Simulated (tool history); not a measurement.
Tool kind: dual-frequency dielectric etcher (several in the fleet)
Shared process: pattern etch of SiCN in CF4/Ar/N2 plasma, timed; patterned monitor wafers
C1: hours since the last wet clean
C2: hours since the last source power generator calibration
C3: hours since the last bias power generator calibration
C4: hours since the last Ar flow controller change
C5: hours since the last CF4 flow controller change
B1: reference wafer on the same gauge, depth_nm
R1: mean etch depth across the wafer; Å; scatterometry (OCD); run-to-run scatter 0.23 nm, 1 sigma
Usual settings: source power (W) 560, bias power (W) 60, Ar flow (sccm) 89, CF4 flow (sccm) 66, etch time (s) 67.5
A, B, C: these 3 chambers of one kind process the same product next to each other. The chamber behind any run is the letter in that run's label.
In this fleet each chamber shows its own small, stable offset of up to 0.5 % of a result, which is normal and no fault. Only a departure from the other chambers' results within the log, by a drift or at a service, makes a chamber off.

Run 1A, hour 5.2: usual settings; C1 479.6; C2 1638.3; C3 228.0; C4 821.5; C5 959.4; B1 76.029. Result: R1 663.75 Å.
Run 2C, hour 8.9: usual settings; C1 87.6; C2 476.8; C3 189.8; C4 1493.2; C5 711.8; B1 75.992. Result: R1 667.98 Å.
Run 3B, hour 14.6: usual settings; C1 267.2; C2 792.6; C3 1530.2; C4 3203.0; C5 628.2; B1 76.015. Result: R1 666.98 Å.
Run 4C, hour 17.9: usual settings; C1 96.6; C2 485.8; C3 198.8; C4 1502.2; C5 720.8; B1 75.983. Result: R1 667.34 Å.
Run 5A, hour 22.7: usual settings; C1 497.1; C2 1655.8; C3 245.5; C4 839.0; C5 976.9; B1 76.014. Result: R1 668.14 Å.
Run 6B, hour 27.0: usual settings; C1 279.6; C2 805.0; C3 1542.6; C4 3215.4; C5 640.6; B1 76.031. Result: R1 668.83 Å.
Run 7A, hour 31.4: usual settings but source power (W) 660, Ar flow (sccm) 76; C1 505.8; C2 1664.5; C3 254.2; C4 847.7; C5 985.6; B1 75.998. Result: R1 792.06 Å.
Run 8C, hour 35.8: usual settings but source power (W) 660, Ar flow (sccm) 76; C1 114.5; C2 503.7; C3 216.7; C4 1520.1; C5 738.7; B1 75.964. Result: R1 795.16 Å.
Run 9B, hour 40.7: usual settings but source power (W) 660, Ar flow (sccm) 76; C1 293.3; C2 818.7; C3 1556.3; C4 3229.1; C5 654.3; B1 75.936. Result: R1 792.01 Å.
Run 10C, hour 44.3: usual settings; C1 123.0; C2 512.2; C3 225.2; C4 1528.6; C5 747.2; B1 76.096. Result: R1 671.70 Å.
Run 11B, hour 47.7: usual settings; C1 300.3; C2 825.7; C3 1563.3; C4 3236.1; C5 661.3; B1 76.050. Result: R1 663.17 Å.
Run 12A, hour 51.1: usual settings; C1 525.5; C2 1684.2; C3 273.9; C4 867.4; C5 1005.3; B1 75.971. Result: R1 670.37 Å.
Run 13B, hour 55.4: usual settings; C1 308.0; C2 833.4; C3 1571.0; C4 3243.8; C5 669.0; B1 75.946. Result: R1 666.30 Å.
Run 14C, hour 61.1: usual settings but bias power (W) 73; C1 139.8; C2 529.0; C3 242.0; C4 1545.4; C5 764.0; B1 75.958. Result: R1 722.49 Å.
Run 15A, hour 66.3: usual settings but bias power (W) 73; C1 540.7; C2 1699.4; C3 289.1; C4 882.6; C5 1020.5; B1 75.980. Result: R1 714.56 Å.
Run 16B, hour 68.9: usual settings but bias power (W) 73; C1 321.5; C2 846.9; C3 1584.5; C4 3257.3; C5 682.5; B1 76.082. Result: R1 712.49 Å.
Run 17A, hour 73.1: usual settings; C1 547.5; C2 1706.2; C3 295.9; C4 889.4; C5 1027.3; B1 75.991. Result: R1 668.00 Å.
Run 18C, hour 76.0: usual settings; C1 154.7; C2 543.9; C3 256.9; C4 1560.3; C5 778.9; B1 76.002. Result: R1 682.52 Å.
Run 19C, hour 81.1: usual settings but source power (W) 610; C1 159.8; C2 549.0; C3 262.0; C4 1565.4; C5 784.0; B1 76.003. Result: R1 734.88 Å.
Run 20B, hour 84.9: usual settings but source power (W) 610; C1 337.5; C2 862.9; C3 1600.5; C4 3273.3; C5 698.5; B1 75.970. Result: R1 717.14 Å.
Run 21A, hour 87.5: usual settings but source power (W) 610; C1 561.9; C2 1720.6; C3 310.3; C4 903.8; C5 1041.7; B1 75.932. Result: R1 722.19 Å.
Run 22C, hour 93.0: usual settings; C1 171.7; C2 560.9; C3 273.9; C4 1577.3; C5 795.9; B1 75.946. Result: R1 686.89 Å.
Run 23A, hour 96.9: usual settings; C1 571.3; C2 1730.0; C3 319.7; C4 913.2; C5 1051.1; B1 76.053. Result: R1 663.26 Å.
Run 24B, hour 101.7: usual settings; C1 354.3; C2 879.7; C3 1617.3; C4 3290.1; C5 715.3; B1 75.981. Result: R1 668.97 Å.
At hour 103.1: chamber A: wet clean of the chamber.
Run 25B, hour 106.3: usual settings; C1 358.9; C2 884.3; C3 1621.9; C4 3294.7; C5 719.9; B1 75.992. Result: R1 666.59 Å.
Run 26A, hour 109.2: usual settings; C1 6.2; C2 1742.3; C3 332.0; C4 925.5; C5 1063.4; B1 76.016. Result: R1 664.30 Å.
Run 27C, hour 114.4: usual settings; C1 193.1; C2 582.3; C3 295.3; C4 1598.7; C5 817.3; B1 76.011. Result: R1 689.64 Å.
Run 28C, hour 119.9: usual settings; C1 198.6; C2 587.8; C3 300.8; C4 1604.2; C5 822.8; B1 75.976. Result: R1 692.30 Å.
Run 29A, hour 122.9: usual settings; C1 19.9; C2 1756.0; C3 345.7; C4 939.2; C5 1077.1; B1 76.013. Result: R1 667.17 Å.
Run 30B, hour 126.1: usual settings; C1 378.7; C2 904.1; C3 1641.7; C4 3314.5; C5 739.7; B1 76.039. Result: R1 667.74 Å.

Has any chamber moved away from the others, gradually or after a service, or does the common gauge drift, or do the chambers differ only by their own small steady offsets? State the chamber and the most likely cause if one applies.

Chamber C drifts away from the others.
Most likely cause: etch rate over this chamber's usual, % = 3.96.
The log may not separate it from: source power that arrives over what is set, %.

Here are 4 candidates for chamber C's next run, each the usual settings with a change, their results left as question marks. Which one brings its results back in line with what the others give on the usual settings?
Allowed miss from the other chambers' usual-settings mean, per result, to count as in line: R1 7.90 Å
Run 31C-1, hour 130.3: usual settings but source power (W) 550, etch time (s) 66.0. Result: R1 ?.
Run 31C-2, hour 130.3: usual settings but bias power (W) 50. Result: R1 ?.
Run 31C-3, hour 130.3: usual settings but source power (W) 600, Ar flow (sccm) 88. Result: R1 ?.
Run 31C-4, hour 130.3: usual settings but Ar flow (sccm) 78, CF4 flow (sccm) 74. Result: R1 ?.

On the usual settings, the other chambers give on average: R1 666.87 Å
  run      R1
31C-1  669.25
31C-2  656.72
31C-3  739.87
31C-4  722.46
It is 31C-1 that realigns the chamber with its peers.

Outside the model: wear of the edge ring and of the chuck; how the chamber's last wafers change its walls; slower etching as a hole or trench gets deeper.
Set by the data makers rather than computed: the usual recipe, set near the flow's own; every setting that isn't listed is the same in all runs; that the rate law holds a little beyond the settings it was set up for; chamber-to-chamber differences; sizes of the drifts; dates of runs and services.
